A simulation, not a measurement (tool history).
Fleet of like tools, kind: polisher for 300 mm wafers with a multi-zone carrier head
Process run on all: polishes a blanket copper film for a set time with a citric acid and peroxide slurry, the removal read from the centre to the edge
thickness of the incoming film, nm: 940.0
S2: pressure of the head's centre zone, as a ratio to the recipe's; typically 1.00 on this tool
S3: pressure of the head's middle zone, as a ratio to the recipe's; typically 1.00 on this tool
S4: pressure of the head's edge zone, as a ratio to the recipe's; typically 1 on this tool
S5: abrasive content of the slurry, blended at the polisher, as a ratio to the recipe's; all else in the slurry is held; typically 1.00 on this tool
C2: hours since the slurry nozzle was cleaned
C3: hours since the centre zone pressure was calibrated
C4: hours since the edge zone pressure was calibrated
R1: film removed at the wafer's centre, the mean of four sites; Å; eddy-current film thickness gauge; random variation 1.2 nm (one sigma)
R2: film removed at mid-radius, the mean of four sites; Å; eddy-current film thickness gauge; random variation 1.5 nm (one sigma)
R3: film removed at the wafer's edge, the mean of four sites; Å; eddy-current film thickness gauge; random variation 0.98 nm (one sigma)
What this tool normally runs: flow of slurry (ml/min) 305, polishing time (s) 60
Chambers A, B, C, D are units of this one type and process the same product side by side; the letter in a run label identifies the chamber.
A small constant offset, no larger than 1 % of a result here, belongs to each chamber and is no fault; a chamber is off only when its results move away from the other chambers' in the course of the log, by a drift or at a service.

-- day=0.121 chamber B: worn pad replaced by a new one
run 1D day=0.558 | flow_of_slurry_(ml/min)=305 S2=1.00 S3=1.00 S4=1 S5=1.00 polishing_time_(s)=60 | wafers_polished_on_this_pad=888 C2=329.0 C3=262.3 C4=420.4 | R1=996.66 R2=1005.90 R3=1012.90
run 2B day=0.854 | flow_of_slurry_(ml/min)=305 S2=1.00 S3=1.00 S4=1 S5=1.00 polishing_time_(s)=60 | wafers_polished_on_this_pad=144 C2=398.5 C3=1195.4 C4=204.6 | R1=1010.40 R2=1004.70 R3=1024.60
run 3C day=1.196 | flow_of_slurry_(ml/min)=305 S2=1.00 S3=1.00 S4=1 S5=1.00 polishing_time_(s)=60 | wafers_polished_on_this_pad=510 C2=158.4 C3=219.2 C4=373.4 | R1=1020.80 R2=1025.50 R3=1017.10
-- day=1.583 chamber D: worn pad replaced by a new one
run 4A day=1.629 | flow_of_slurry_(ml/min)=305 S2=1.00 S3=1.00 S4=1 S5=1.00 polishing_time_(s)=60 | wafers_polished_on_this_pad=640 C2=206.3 C3=628.3 C4=39.8 | R1=1010.90 R2=1003.30 R3=1017.50
-- day=2.008 chamber C: slurry nozzle cleaned
run 5B day=2.025 | flow_of_slurry_(ml/min)=305 S2=1.00 S3=1.00 S4=1 S5=1.00 polishing_time_(s)=60 | wafers_polished_on_this_pad=373 C2=426.6 C3=1223.5 C4=232.7 | R1=1032.30 R2=1015.70 R3=1028.80
run 6A day=2.475 | flow_of_slurry_(ml/min)=305 S2=1.00 S3=1.00 S4=1 S5=1.00 polishing_time_(s)=60 | wafers_polished_on_this_pad=805 C2=226.6 C3=648.6 C4=60.1 | R1=1001.00 R2=997.52 R3=1013.80
-- day=2.642 chamber C: worn pad replaced by a new one
run 7D day=2.988 | flow_of_slurry_(ml/min)=305 S2=1.00 S3=1.00 S4=1 S5=1.00 polishing_time_(s)=60 | wafers_polished_on_this_pad=274 C2=387.3 C3=320.6 C4=478.7 | R1=1025.10 R2=996.21 R3=1027.40
-- day=3.321 chamber B: centre zone pressure recalibrated
run 8C day=3.325 | flow_of_slurry_(ml/min)=305 S2=1.09 S3=1.00 S4=1 S5=1.00 polishing_time_(s)=60 | wafers_polished_on_this_pad=134 C2=31.6 C3=270.3 C4=424.5 | R1=1111.00 R2=1014.50 R3=1006.00
-- day=3.842 chamber B: worn pad replaced by a new one
run 9C day=3.975 | flow_of_slurry_(ml/min)=305 S2=1.09 S3=1.00 S4=1 S5=1.00 polishing_time_(s)=60 | wafers_polished_on_this_pad=261 C2=47.2 C3=285.9 C4=440.1 | R1=1104.20 R2=1021.10 R3=999.94
-- day=4.379 chamber A: worn pad replaced by a new one
run 10B day=4.458 | flow_of_slurry_(ml/min)=305 S2=1.09 S3=1.00 S4=1 S5=1.00 polishing_time_(s)=60 | wafers_polished_on_this_pad=120 C2=485.0 C3=27.3 C4=291.1 | R1=1114.30 R2=1046.10 R3=1010.80
run 11A day=4.996 | flow_of_slurry_(ml/min)=305 S2=1.09 S3=1.00 S4=1 S5=1.00 polishing_time_(s)=60 | wafers_polished_on_this_pad=121 C2=287.1 C3=709.1 C4=120.6 | R1=1105.20 R2=988.05 R3=999.41
run 12D day=5.379 | flow_of_slurry_(ml/min)=305 S2=1.00 S3=1.00 S4=1 S5=1.00 polishing_time_(s)=60 | wafers_polished_on_this_pad=742 C2=444.7 C3=378.0 C4=536.1 | R1=1011.40 R2=1002.40 R3=1008.50
run 13C day=5.683 | flow_of_slurry_(ml/min)=305 S2=1.00 S3=1.07 S4=1 S5=1.00 polishing_time_(s)=70 | wafers_polished_on_this_pad=595 C2=88.2 C3=326.9 C4=481.1 | R1=1166.60 R2=1250.90 R3=1170.70
run 14A day=5.975 | flow_of_slurry_(ml/min)=305 S2=1.00 S3=1.07 S4=1 S5=1.00 polishing_time_(s)=70 | wafers_polished_on_this_pad=312 C2=310.6 C3=732.6 C4=144.1 | R1=1204.30 R2=1218.10 R3=1182.60
-- day=6.096 chamber C: edge zone pressure recalibrated
run 15B day=6.429 | flow_of_slurry_(ml/min)=305 S2=1.00 S3=1.07 S4=1 S5=1.00 polishing_time_(s)=70 | wafers_polished_on_this_pad=506 C2=532.3 C3=74.6 C4=338.4 | R1=1161.60 R2=1246.70 R3=1204.70
-- day=6.650 chamber C: worn pad replaced by a new one
run 16D day=6.879 | flow_of_slurry_(ml/min)=305 S2=1.00 S3=1.07 S4=1 S5=1.00 polishing_time_(s)=70 | wafers_polished_on_this_pad=1036 C2=480.7 C3=414.0 C4=572.1 | R1=1183.30 R2=1258.90 R3=1174.10
-- day=6.917 chamber D: worn pad replaced by a new one
run 17B day=7.254 | flow_of_slurry_(ml/min)=305 S2=1.04 S3=1.00 S4=1 S5=1.15 polishing_time_(s)=60 | wafers_polished_on_this_pad=667 C2=552.1 C3=94.4 C4=358.2 | R1=1091.30 R2=1069.20 R3=1047.30
-- day=7.325 chamber B: worn pad replaced by a new one
run 18C day=7.854 | flow_of_slurry_(ml/min)=305 S2=1.04 S3=1.00 S4=1 S5=1.15 polishing_time_(s)=60 | wafers_polished_on_this_pad=236 C2=140.3 C3=379.0 C4=42.3 | R1=1033.70 R2=1024.90 R3=1027.20
run 19A day=8.308 | flow_of_slurry_(ml/min)=305 S2=1.04 S3=1.00 S4=1 S5=1.15 polishing_time_(s)=60 | wafers_polished_on_this_pad=769 C2=366.6 C3=788.6 C4=200.1 | R1=1091.30 R2=1034.40 R3=1037.20
run 20D day=8.712 | flow_of_slurry_(ml/min)=305 S2=1.04 S3=1.00 S4=1 S5=1.15 polishing_time_(s)=60 | wafers_polished_on_this_pad=351 C2=524.7 C3=458.0 C4=616.1 | R1=1099.00 R2=1066.90 R3=1036.50
-- day=8.767 chamber D: slurry nozzle cleaned
run 21A day=9.088 | flow_of_slurry_(ml/min)=305 S2=1.00 S3=1.00 S4=1 S5=1.00 polishing_time_(s)=60 | wafers_polished_on_this_pad=921 C2=385.3 C3=807.3 C4=218.8 | R1=991.32 R2=1013.30 R3=1006.20
run 22B day=9.667 | flow_of_slurry_(ml/min)=305 S2=1.00 S3=1.00 S4=1 S5=1.00 polishing_time_(s)=60 | wafers_polished_on_this_pad=458 C2=610.0 C3=152.3 C4=416.1 | R1=1021.20 R2=1017.00 R3=993.84
-- day=9.754 chamber C: slurry nozzle cleaned
run 23D day=10.083 | flow_of_slurry_(ml/min)=305 S2=1.00 S3=1.00 S4=1 S5=1.00 polishing_time_(s)=60 | wafers_polished_on_this_pad=620 C2=31.6 C3=490.9 C4=649.0 | R1=1014.50 R2=1015.60 R3=1009.60
-- day=10.379 chamber A: worn pad replaced by a new one
run 24C day=10.400 | flow_of_slurry_(ml/min)=305 S2=1.00 S3=1.00 S4=1 S5=1.00 polishing_time_(s)=60 | wafers_polished_on_this_pad=734 C2=15.5 C3=440.1 C4=103.4 | R1=953.75 R2=1007.40 R3=1012.00
-- day=10.758 chamber B: worn pad replaced by a new one
run 25D day=11.054 | flow_of_slurry_(ml/min)=305 S2=1.00 S3=1.00 S4=1 S5=1.00 polishing_time_(s)=60 | wafers_polished_on_this_pad=809 C2=54.9 C3=514.2 C4=672.3 | R1=1018.60 R2=1004.60 R3=1020.00
-- day=11.075 chamber C: worn pad replaced by a new one
-- day=11.675 chamber A: centre zone pressure recalibrated
run 26C day=11.679 | flow_of_slurry_(ml/min)=305 S2=1.00 S3=1.00 S4=1 S5=1.00 polishing_time_(s)=60 | wafers_polished_on_this_pad=118 C2=46.2 C3=470.8 C4=134.1 | R1=939.42 R2=1003.50 R3=1016.10
run 27A day=12.017 | flow_of_slurry_(ml/min)=305 S2=1.00 S3=1.00 S4=1 S5=1.00 polishing_time_(s)=60 | wafers_polished_on_this_pad=320 C2=455.6 C3=8.2 C4=289.1 | R1=992.55 R2=1020.30 R3=1004.90
-- day=12.121 chamber D: worn pad replaced by a new one
run 28B day=12.308 | flow_of_slurry_(ml/min)=305 S2=1.00 S3=1.00 S4=1 S5=1.00 polishing_time_(s)=60 | wafers_polished_on_this_pad=303 C2=673.4 C3=215.7 C4=479.5 | R1=1023.70 R2=1026.10 R3=1007.70
run 29C day=12.671 | flow_of_slurry_(ml/min)=305 S2=1.00 S3=1.00 S4=1 S5=1.00 polishing_time_(s)=60 | wafers_polished_on_this_pad=312 C2=70.0 C3=494.6 C4=157.9 | R1=935.26 R2=1014.40 R3=1007.40
run 30B day=13.254 | flow_of_slurry_(ml/min)=305 S2=1.00 S3=1.00 S4=1 S5=1.00 polishing_time_(s)=60 | wafers_polished_on_this_pad=488 C2=696.1 C3=238.4 C4=502.2 | R1=1000.90 R2=1018.60 R3=1009.50
run 31A day=13.575 | flow_of_slurry_(ml/min)=305 S2=1.00 S3=1.00 S4=1 S5=1.00 polishing_time_(s)=60 | wafers_polished_on_this_pad=625 C2=493.0 C3=45.6 C4=326.5 | R1=1015.30 R2=1002.30 R3=1024.40
run 32D day=14.062 | flow_of_slurry_(ml/min)=305 S2=1.00 S3=1.00 S4=1 S5=0.85 polishing_time_(s)=52 | wafers_polished_on_this_pad=380 C2=127.1 C3=586.4 C4=744.5 | R1=837.43 R2=864.85 R3=844.91
-- day=14.121 chamber B: worn pad replaced by a new one
run 33A day=14.362 | flow_of_slurry_(ml/min)=305 S2=1.00 S3=1.00 S4=1 S5=0.85 polishing_time_(s)=52 | wafers_polished_on_this_pad=779 C2=511.9 C3=64.5 C4=345.4 | R1=854.71 R2=839.66 R3=849.43
run 34D day=14.933 | flow_of_slurry_(ml/min)=305 S2=1.00 S3=1.00 S4=1 S5=0.85 polishing_time_(s)=52 | wafers_polished_on_this_pad=551 C2=148.0 C3=607.3 C4=765.4 | R1=847.93 R2=845.81 R3=861.26
run 35B day=15.229 | flow_of_slurry_(ml/min)=305 S2=1.00 S3=1.00 S4=1 S5=0.85 polishing_time_(s)=52 | wafers_polished_on_this_pad=217 C2=743.5 C3=285.8 C4=549.6 | R1=832.37 R2=864.62 R3=845.81
run 36C day=15.529 | flow_of_slurry_(ml/min)=305 S2=1.00 S3=1.00 S4=1 S5=1.00 polishing_time_(s)=60 | wafers_polished_on_this_pad=871 C2=138.6 C3=563.2 C4=226.5 | R1=892.73 R2=998.65 R3=1006.80
run 37A day=15.883 | flow_of_slurry_(ml/min)=305 S2=1.00 S3=1.00 S4=1 S5=1.00 polishing_time_(s)=60 | wafers_polished_on_this_pad=1077 C2=548.4 C3=101.0 C4=381.9 | R1=1005.40 R2=1016.10 R3=1027.60
-- day=16.079 chamber C: worn pad replaced by a new one
run 38D day=16.467 | flow_of_slurry_(ml/min)=305 S2=1.00 S3=1.00 S4=1 S5=1.00 polishing_time_(s)=60 | wafers_polished_on_this_pad=850 C2=184.8 C3=644.1 C4=802.2 | R1=1019.70 R2=1010.90 R3=1001.60
run 39C day=16.771 | flow_of_slurry_(ml/min)=305 S2=1.00 S3=1.00 S4=1 S5=1.00 polishing_time_(s)=60 | wafers_polished_on_this_pad=135 C2=168.4 C3=593.0 C4=256.3 | R1=910.96 R2=1024.00 R3=997.27

All 4 chambers run these settings next. Forecast each chamber's results:
run 40A day=17.238 | flow_of_slurry_(ml/min)=305 S2=1.00 S3=1.00 S4=1 S5=1.00 polishing_time_(s)=60 | R1=? R2=? R3=?
run 40B day=17.238 | flow_of_slurry_(ml/min)=305 S2=1.00 S3=1.00 S4=1 S5=1.00 polishing_time_(s)=60 | R1=? R2=? R3=?
run 40C day=17.238 | flow_of_slurry_(ml/min)=305 S2=1.00 S3=1.00 S4=1 S5=1.00 polishing_time_(s)=60 | R1=? R2=? R3=?
run 40D day=17.238 | flow_of_slurry_(ml/min)=305 S2=1.00 S3=1.00 S4=1 S5=1.00 polishing_time_(s)=60 | R1=? R2=? R3=?

run=40A R1=1014.90 R2=995.49 R3=1021.00
run=40B R1=1018.40 R2=1041.90 R3=1012.20
run=40C R1=870.14 R2=998.74 R3=997.79
run=40D R1=985.73 R2=1004.30 R3=1007.20
